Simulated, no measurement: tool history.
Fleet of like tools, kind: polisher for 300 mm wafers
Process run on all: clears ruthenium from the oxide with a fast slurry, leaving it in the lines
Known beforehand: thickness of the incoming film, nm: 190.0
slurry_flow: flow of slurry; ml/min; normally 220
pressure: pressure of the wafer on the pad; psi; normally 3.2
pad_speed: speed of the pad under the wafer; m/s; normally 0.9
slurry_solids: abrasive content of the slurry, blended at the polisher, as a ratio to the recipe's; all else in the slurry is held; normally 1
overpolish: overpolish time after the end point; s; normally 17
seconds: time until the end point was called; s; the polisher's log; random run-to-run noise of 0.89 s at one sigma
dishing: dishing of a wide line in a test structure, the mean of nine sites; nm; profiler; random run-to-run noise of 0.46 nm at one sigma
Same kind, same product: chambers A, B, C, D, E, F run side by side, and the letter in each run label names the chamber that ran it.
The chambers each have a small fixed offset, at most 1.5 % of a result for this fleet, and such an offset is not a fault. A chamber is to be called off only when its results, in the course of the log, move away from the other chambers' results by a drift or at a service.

{"day": 0.571, "done": "chamber B: worn pad replaced by a new one"}
{"run": "1D", "day": 0.642, "slurry_flow": 220, "pressure": 3.2, "pad_speed": 0.9, "slurry_solids": 1, "overpolish": 17, "seconds": 53.35, "dishing": 23.337}
{"day": 0.962, "done": "chamber A: worn pad replaced by a new one"}
{"run": "2A", "day": 1.242, "slurry_flow": 220, "pressure": 3.2, "pad_speed": 0.9, "slurry_solids": 1, "overpolish": 17, "seconds": 53.365, "dishing": 22.581}
{"day": 1.567, "done": "chamber E: slurry blender recalibrated"}
{"run": "3E", "day": 1.85, "slurry_flow": 220, "pressure": 3.2, "pad_speed": 0.9, "slurry_solids": 1, "overpolish": 17, "seconds": 54.372, "dishing": 22.921}
{"day": 1.996, "done": "chamber E: worn pad replaced by a new one"}
{"day": 2.071, "done": "chamber C: worn pad replaced by a new one"}
{"day": 2.071, "done": "chamber F: worn pad replaced by a new one"}
{"run": "4B", "day": 2.204, "slurry_flow": 220, "pressure": 3.2, "pad_speed": 0.9, "slurry_solids": 1, "overpolish": 17, "seconds": 53.334, "dishing": 22.61}
{"day": 2.525, "done": "chamber D: worn pad replaced by a new one"}
{"day": 2.738, "done": "chamber D: slurry blender recalibrated"}
{"run": "5C", "day": 2.838, "slurry_flow": 220, "pressure": 3.2, "pad_speed": 0.9, "slurry_solids": 1, "overpolish": 17, "seconds": 55.472, "dishing": 23.49}
{"run": "6F", "day": 3.25, "slurry_flow": 220, "pressure": 3.2, "pad_speed": 0.9, "slurry_solids": 1, "overpolish": 17, "seconds": 54.591, "dishing": 22.789}
{"run": "7D", "day": 3.546, "slurry_flow": 220, "pressure": 3.2, "pad_speed": 0.9, "slurry_solids": 1, "overpolish": 17, "seconds": 52.742, "dishing": 23.788}
{"run": "8C", "day": 4.05, "slurry_flow": 220, "pressure": 3.2, "pad_speed": 0.9, "slurry_solids": 1, "overpolish": 17, "seconds": 53.896, "dishing": 23.829}
{"day": 4.204, "done": "chamber B: slurry blender recalibrated"}
{"day": 4.646, "done": "chamber B: worn pad replaced by a new one"}
{"run": "9A", "day": 4.667, "slurry_flow": 220, "pressure": 3.2, "pad_speed": 0.9, "slurry_solids": 1, "overpolish": 17, "seconds": 54.736, "dishing": 23.391}
{"day": 4.925, "done": "chamber A: worn pad replaced by a new one"}
{"run": "10B", "day": 5.012, "slurry_flow": 220, "pressure": 3.2, "pad_speed": 0.9, "slurry_solids": 1, "overpolish": 17, "seconds": 52.916, "dishing": 23.361}
{"run": "11F", "day": 5.525, "slurry_flow": 220, "pressure": 3.2, "pad_speed": 0.9, "slurry_solids": 1, "overpolish": 17, "seconds": 54.023, "dishing": 23.978}
{"day": 5.667, "done": "chamber F: worn pad replaced by a new one"}
{"day": 5.867, "done": "chamber E: worn pad replaced by a new one"}
{"day": 5.929, "done": "chamber E: slurry nozzle cleaned"}
{"run": "12E", "day": 6.017, "slurry_flow": 220, "pressure": 3.2, "pad_speed": 0.9, "slurry_solids": 1, "overpolish": 17, "seconds": 54.385, "dishing": 23.185}
{"day": 6.1, "done": "chamber B: slurry nozzle cleaned"}
{"day": 6.358, "done": "chamber D: worn pad replaced by a new one"}
{"run": "13D", "day": 6.533, "slurry_flow": 250, "pressure": 3.2, "pad_speed": 0.9, "slurry_solids": 1, "overpolish": 14, "seconds": 53.638, "dishing": 22.172}
{"day": 6.733, "done": "chamber C: worn pad replaced by a new one"}
{"run": "14E", "day": 6.938, "slurry_flow": 250, "pressure": 3.2, "pad_speed": 0.9, "slurry_solids": 1, "overpolish": 14, "seconds": 53.331, "dishing": 21.66}
{"run": "15A", "day": 7.304, "slurry_flow": 250, "pressure": 3.2, "pad_speed": 0.9, "slurry_solids": 1, "overpolish": 14, "seconds": 52.24, "dishing": 22.311}
{"run": "16B", "day": 7.671, "slurry_flow": 250, "pressure": 3.2, "pad_speed": 0.9, "slurry_solids": 1, "overpolish": 14, "seconds": 50.781, "dishing": 21.393}
{"day": 7.833, "done": "chamber E: head pressure recalibrated"}
{"day": 8.042, "done": "chamber A: worn pad replaced by a new one"}
{"run": "17C", "day": 8.329, "slurry_flow": 250, "pressure": 3.2, "pad_speed": 0.9, "slurry_solids": 1, "overpolish": 14, "seconds": 54.184, "dishing": 21.966}
{"run": "18F", "day": 8.842, "slurry_flow": 250, "pressure": 3.2, "pad_speed": 0.9, "slurry_solids": 1, "overpolish": 14, "seconds": 52.451, "dishing": 21.695}
{"day": 8.971, "done": "chamber B: worn pad replaced by a new one"}
{"day": 9.096, "done": "chamber E: worn pad replaced by a new one"}
{"run": "19C", "day": 9.308, "slurry_flow": 220, "pressure": 3.2, "pad_speed": 0.9, "slurry_solids": 1, "overpolish": 17, "seconds": 54.46, "dishing": 24.003}
{"day": 9.317, "done": "chamber F: worn pad replaced by a new one"}
{"day": 9.479, "done": "chamber A: slurry nozzle cleaned"}
{"day": 9.658, "done": "chamber D: worn pad replaced by a new one"}
{"run": "20B", "day": 9.888, "slurry_flow": 265, "pressure": 2.9, "pad_speed": 0.9, "slurry_solids": 1, "overpolish": 17, "seconds": 57.14, "dishing": 22.643}
{"run": "21D", "day": 10.512, "slurry_flow": 265, "pressure": 2.9, "pad_speed": 0.9, "slurry_solids": 1, "overpolish": 17, "seconds": 60.252, "dishing": 22.716}
{"run": "22F", "day": 11.033, "slurry_flow": 265, "pressure": 2.9, "pad_speed": 0.9, "slurry_solids": 1, "overpolish": 17, "seconds": 58.503, "dishing": 23.435}
{"day": 11.542, "done": "chamber C: worn pad replaced by a new one"}
{"run": "23A", "day": 11.629, "slurry_flow": 265, "pressure": 2.9, "pad_speed": 0.9, "slurry_solids": 1, "overpolish": 17, "seconds": 56.887, "dishing": 23.34}
{"day": 11.646, "done": "chamber B: slurry blender recalibrated"}
{"day": 11.712, "done": "chamber A: worn pad replaced by a new one"}
{"run": "24E", "day": 12.196, "slurry_flow": 265, "pressure": 2.9, "pad_speed": 0.9, "slurry_solids": 1, "overpolish": 17, "seconds": 57.827, "dishing": 22.967}
{"day": 12.462, "done": "chamber E: worn pad replaced by a new one"}
{"run": "25A", "day": 12.517, "slurry_flow": 265, "pressure": 2.9, "pad_speed": 0.9, "slurry_solids": 1, "overpolish": 17, "seconds": 58.131, "dishing": 22.502}
{"day": 12.742, "done": "chamber D: slurry nozzle cleaned"}
{"run": "26F", "day": 12.9, "slurry_flow": 220, "pressure": 3.2, "pad_speed": 0.9, "slurry_solids": 1, "overpolish": 17, "seconds": 52.675, "dishing": 23.201}
{"day": 12.95, "done": "chamber D: worn pad replaced by a new one"}
{"day": 13.275, "done": "chamber F: worn pad replaced by a new one"}
{"run": "27C", "day": 13.542, "slurry_flow": 220, "pressure": 3.2, "pad_speed": 0.9, "slurry_solids": 1, "overpolish": 17, "seconds": 54.717, "dishing": 23.437}
{"day": 13.833, "done": "chamber B: worn pad replaced by a new one"}
{"run": "28B", "day": 14.05, "slurry_flow": 220, "pressure": 3.2, "pad_speed": 0.9, "slurry_solids": 1, "overpolish": 17, "seconds": 54.083, "dishing": 23.249}
{"day": 14.354, "done": "chamber D: slurry blender recalibrated"}
{"run": "29D", "day": 14.692, "slurry_flow": 195, "pressure": 4.0, "pad_speed": 0.9, "slurry_solids": 1, "overpolish": 17, "seconds": 45.876, "dishing": 25.618}
{"day": 14.962, "done": "chamber A: worn pad replaced by a new one"}
{"day": 15.221, "done": "chamber A: slurry blender recalibrated"}
{"run": "30E", "day": 15.262, "slurry_flow": 195, "pressure": 4.0, "pad_speed": 0.9, "slurry_solids": 1, "overpolish": 17, "seconds": 43.845, "dishing": 24.118}
{"run": "31F", "day": 15.792, "slurry_flow": 195, "pressure": 4.0, "pad_speed": 0.9, "slurry_solids": 1, "overpolish": 17, "seconds": 43.659, "dishing": 23.959}
{"day": 15.817, "done": "chamber E: slurry blender recalibrated"}
{"day": 16.167, "done": "chamber E: worn pad replaced by a new one"}
{"run": "32C", "day": 16.212, "slurry_flow": 195, "pressure": 4.0, "pad_speed": 0.9, "slurry_solids": 1, "overpolish": 17, "seconds": 44.658, "dishing": 24.418}
{"day": 16.608, "done": "chamber D: worn pad replaced by a new one"}
{"run": "33A", "day": 16.633, "slurry_flow": 195, "pressure": 4.0, "pad_speed": 0.9, "slurry_solids": 1, "overpolish": 17, "seconds": 43.114, "dishing": 24.993}
{"run": "34B", "day": 17.175, "slurry_flow": 195, "pressure": 4.0, "pad_speed": 0.9, "slurry_solids": 1, "overpolish": 17, "seconds": 44.07, "dishing": 24.813}
{"run": "35D", "day": 17.592, "slurry_flow": 220, "pressure": 3.2, "pad_speed": 0.9, "slurry_solids": 1, "overpolish": 17, "seconds": 58.681, "dishing": 22.461}
{"run": "36E", "day": 18.171, "slurry_flow": 285, "pressure": 3.2, "pad_speed": 0.9, "slurry_solids": 1, "overpolish": 13, "seconds": 54.58, "dishing": 20.487}

Is one chamber off against the others, does the gauge drift, or is nothing wrong? If a chamber is off, say which, and what the likeliest cause is.

Little by little, chamber D moves away from the other chambers.
What lies behind it: head's pressure below its setpoint, % = 8.42.

Chamber D could run next with any of the 4 candidate recipes listed below; each alters the usual settings, and their results appear as question marks. Which one brings its results back in line with what the other chambers deliver on the usual settings?
In line here means within this much of the mean the other chambers give on the usual settings: seconds 3.100 s; dishing 1.600 nm
{"run": "37D-1", "day": 18.642, "slurry_flow": 220, "pressure": 3.3, "pad_speed": 0.94, "slurry_solids": 1.0, "overpolish": 17, "seconds": "?", "dishing": "?"}
{"run": "37D-2", "day": 18.642, "slurry_flow": 220, "pressure": 3.0, "pad_speed": 0.82, "slurry_solids": 0.95, "overpolish": 18, "seconds": "?", "dishing": "?"}
{"run": "37D-3", "day": 18.642, "slurry_flow": 220, "pressure": 3.1, "pad_speed": 0.86, "slurry_solids": 1.0, "overpolish": 17, "seconds": "?", "dishing": "?"}
{"run": "37D-4", "day": 18.642, "slurry_flow": 220, "pressure": 3.5, "pad_speed": 0.98, "slurry_solids": 1.05, "overpolish": 16, "seconds": "?", "dishing": "?"}

Other chambers, usual settings, mean: seconds 53.768 s; dishing 23.442 nm
run=37D-1 seconds=54.517 dishing=23.708
run=37D-2 seconds=70.436 dishing=22.088
run=37D-3 seconds=63.476 dishing=22.493
run=37D-4 seconds=48.253 dishing=24.151
The answer is 37D-1, which returns the chamber to within the allowed miss of the others.
